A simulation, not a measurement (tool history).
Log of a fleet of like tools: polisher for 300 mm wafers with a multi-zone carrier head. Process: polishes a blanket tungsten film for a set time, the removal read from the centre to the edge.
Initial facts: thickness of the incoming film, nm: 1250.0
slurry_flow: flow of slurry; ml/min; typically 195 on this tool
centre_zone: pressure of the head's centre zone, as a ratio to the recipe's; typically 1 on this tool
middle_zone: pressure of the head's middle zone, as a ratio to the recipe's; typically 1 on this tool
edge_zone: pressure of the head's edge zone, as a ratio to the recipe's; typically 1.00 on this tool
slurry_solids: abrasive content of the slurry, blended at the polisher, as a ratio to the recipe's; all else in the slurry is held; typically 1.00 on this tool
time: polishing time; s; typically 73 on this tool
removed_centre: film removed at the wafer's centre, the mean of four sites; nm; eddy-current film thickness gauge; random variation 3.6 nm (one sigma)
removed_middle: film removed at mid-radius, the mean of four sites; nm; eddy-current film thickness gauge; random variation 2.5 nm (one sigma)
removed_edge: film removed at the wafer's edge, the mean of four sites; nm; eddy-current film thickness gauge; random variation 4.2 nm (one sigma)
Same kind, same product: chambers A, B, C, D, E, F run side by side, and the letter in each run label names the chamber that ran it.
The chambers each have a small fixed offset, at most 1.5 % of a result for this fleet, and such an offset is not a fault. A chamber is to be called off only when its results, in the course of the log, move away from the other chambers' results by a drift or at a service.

run,hour,slurry_flow,centre_zone,middle_zone,edge_zone,slurry_solids,time,removed_centre,removed_middle,removed_edge
1B,2.8,195,1,1,1.00,1.00,73,378.62,380.78,376.67
# hour 3.8: chamber F: worn pad replaced by a new one
2D,6.4,195,1,1,1.00,1.00,73,380.78,380.87,376.81
3F,11.2,195,1,1,1.00,1.00,73,385.72,377.22,382.28
# hour 15.0: chamber D: edge zone pressure recalibrated
4A,16.5,195,1,1,1.00,1.00,73,372.53,375.40,372.99
# hour 17.9: chamber E: worn pad replaced by a new one
# hour 19.8: chamber C: worn pad replaced by a new one
5C,22.7,195,1,1,1.00,1.00,73,378.73,376.55,377.67
# hour 24.9: chamber F: centre zone pressure recalibrated
6E,26.8,195,1,1,1.00,1.00,73,379.62,380.38,370.95
7A,30.2,195,1,1,1.00,1.00,73,382.43,372.50,366.78
# hour 33.8: chamber A: slurry nozzle cleaned
8E,34.1,195,1,1,1.00,1.00,73,376.25,381.46,372.97
9F,38.7,195,1,1,1.00,1.00,73,375.97,379.48,379.99
10C,42.8,195,1,1,1.00,1.00,73,371.13,377.94,382.21
11B,48.3,195,1,1,1.00,1.00,73,374.56,373.71,377.49
12D,53.0,195,1,1,1.00,1.00,73,370.79,374.26,383.41
13F,58.4,195,1,1,1.00,1.00,73,371.87,376.20,382.15
# hour 58.6: chamber C: worn pad replaced by a new one
14C,62.2,195,1,1,1.00,1.00,73,373.32,376.87,375.70
# hour 65.2: chamber B: worn pad replaced by a new one
# hour 65.6: chamber A: worn pad replaced by a new one
15E,66.5,195,1,1,1.00,1.00,73,388.03,382.12,373.20
16B,70.6,195,1,1,1.00,1.00,73,378.64,381.01,379.24
17A,75.8,195,1,1,1.00,1.00,73,378.83,374.28,376.17
# hour 78.1: chamber F: worn pad replaced by a new one
18D,80.5,195,1,1,1.00,1.00,73,362.51,368.46,366.03
# hour 82.7: chamber E: worn pad replaced by a new one
19E,87.1,195,1,1,1.08,1.25,73,402.10,401.54,407.95
20B,92.4,195,1,1,1.08,1.25,73,400.02,400.36,413.22
21A,96.1,195,1,1,1.08,1.25,73,397.84,398.18,412.63
# hour 96.7: chamber C: worn pad replaced by a new one
22C,102.2,195,1,1,1.08,1.25,73,401.41,397.60,407.78
23F,106.0,195,1,1,1.08,1.25,73,401.11,402.47,412.56
24D,109.5,195,1,1,1.08,1.25,73,369.12,385.01,391.05
# hour 111.9: chamber F: slurry nozzle cleaned
25E,113.6,195,1,1,1.00,1.00,73,372.98,380.08,373.39
# hour 115.1: chamber B: centre zone pressure recalibrated
26D,116.9,195,1,1,1.00,1.00,73,353.03,350.31,356.92
27B,119.8,195,1,1,1.00,1.00,73,377.40,378.34,378.65
28C,125.4,195,1,1,1.00,1.00,73,374.31,378.29,372.61
29A,130.0,195,1,1,1.00,1.00,73,371.29,373.25,377.08
# hour 130.2: chamber E: centre zone pressure recalibrated
# hour 133.5: chamber C: worn pad replaced by a new one
30F,134.0,195,1,1,1.00,1.00,73,379.77,378.34,376.98
31D,139.5,195,1,1,1.00,1.00,73,341.78,347.59,346.23
# hour 139.8: chamber E: edge zone pressure recalibrated
# hour 143.4: chamber F: worn pad replaced by a new one
32C,145.1,195,1,1,1.00,1.00,73,377.37,374.11,380.18
# hour 146.8: chamber B: worn pad replaced by a new one
# hour 148.3: chamber E: worn pad replaced by a new one
33A,150.1,195,1,1,1.00,1.00,73,380.83,372.27,368.53
34E,155.2,195,1,1,1.00,1.00,73,383.88,380.54,371.36
# hour 155.3: chamber A: worn pad replaced by a new one
35B,161.5,195,1,1,1.00,1.00,73,373.27,374.79,377.37
36F,167.5,195,1,1,1.00,1.00,73,375.81,378.66,375.29
37F,170.4,195,1,1,1.00,1.00,73,379.25,382.03,373.59
38B,173.3,195,1,1,1.00,1.00,73,376.43,382.12,371.81
39A,176.4,195,1,1,1.00,1.00,73,373.45,373.66,374.25

Is one chamber out of step, is the gauge drifting, or do the chambers differ by no more than their own small offsets? For an off chamber, give its letter and the likeliest cause.

It is chamber D that slowly wanders off from its peers.
Cause: removal rate lost through wear of the pad, % = 11.6.

Here are 4 candidates for chamber D's next run, each the usual settings with a change, their results left as question marks. Which one brings its results back in line with what the others give on the usual settings?
A result is in line if it is within this distance of the other chambers' mean on the usual settings: removed_centre 13.00 nm; removed_middle 8.70 nm; removed_edge 14.00 nm
40D-1,181.0,205,1.04,1,1.00,1.05,89,?,?,?
40D-2,181.0,200,1.02,1,1.00,1.00,81,?,?,?
40D-3,181.0,190,0.96,1,1.00,0.95,60,?,?,?
40D-4,181.0,190,0.98,1,1.00,1.00,65,?,?,?

Other chambers, usual settings, mean: removed_centre 377.45 nm; removed_middle 376.85 nm; removed_edge 376.04 nm
run,removed_centre,removed_middle,removed_edge
40D-1,426.72,417.44,415.21
40D-2,374.29,374.32,372.62
40D-3,253.87,271.97,271.20
40D-4,284.78,298.11,297.30
The answer is 40D-2, which returns the chamber to within the allowed miss of the others.

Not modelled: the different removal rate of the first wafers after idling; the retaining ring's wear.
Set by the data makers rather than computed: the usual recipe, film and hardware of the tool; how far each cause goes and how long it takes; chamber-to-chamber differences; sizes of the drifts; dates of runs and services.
